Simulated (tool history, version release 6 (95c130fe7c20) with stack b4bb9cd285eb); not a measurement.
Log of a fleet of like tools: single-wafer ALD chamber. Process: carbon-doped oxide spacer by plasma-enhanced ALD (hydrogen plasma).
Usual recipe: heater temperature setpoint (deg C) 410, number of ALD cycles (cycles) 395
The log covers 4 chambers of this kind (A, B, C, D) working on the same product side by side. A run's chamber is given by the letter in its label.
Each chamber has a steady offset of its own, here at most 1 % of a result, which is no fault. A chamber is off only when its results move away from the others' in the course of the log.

run,hour,heater temperature setpoint (deg C),number of ALD cycles (cycles),"read-back reference wafer on the same gauge, thickness_nm",mean film thickness on the monitor wafer (angstrom)
1A,5.9,410,395,21.991,191.46
2C,10.8,410,395,22.002,192.15
3B,20.4,410,395,22.024,190.95
4D,29.5,410,395,21.980,189.91
5B,39.5,418,343,22.013,161.53
6D,44.0,418,343,22.005,161.83
7C,49.6,418,343,21.980,160.98
8A,53.9,418,343,21.991,162.31
9B,63.3,410,395,22.018,191.60
10D,67.9,410,395,22.005,189.89
11A,77.0,410,395,22.017,192.59
12C,85.2,410,395,21.984,190.10
13D,89.6,410,395,22.006,189.25
# hour 94.0: chamber B: thermocouple changed; heater temperature recalibrated
14A,98.5,410,395,21.993,192.21
15C,104.9,410,395,22.016,192.57
16B,111.7,410,395,21.988,192.94
17A,120.8,410,395,22.018,192.72
18C,130.5,410,395,22.018,191.02
19D,139.7,410,395,22.017,189.07
20B,147.7,410,395,21.996,193.49
21D,155.7,410,395,22.014,189.95
22A,161.4,410,395,22.006,192.31
23C,169.5,410,395,22.009,189.68
24B,177.3,410,395,21.982,191.07
25D,183.2,410,395,21.994,188.16
26C,188.4,401,421,21.970,210.74
27B,197.4,401,421,21.979,210.28
28A,201.7,401,421,22.005,210.59
29B,208.1,401,421,22.020,209.45
30C,215.0,410,353,22.010,171.58
31A,220.1,410,353,21.998,172.15
32D,224.5,410,353,22.011,168.92
33A,231.0,410,353,21.990,169.71
34B,240.9,410,395,21.978,192.41

The same settings go to every chamber for the next run, one line per chamber below. Forecast the results for each:
35A,248.1,401,395,,?
35B,248.1,401,395,,?
35C,248.1,401,395,,?
35D,248.1,401,395,,?

run,mean film thickness on the monitor wafer (angstrom)
35A,196.76
35B,197.80
35C,195.36
35D,194.85
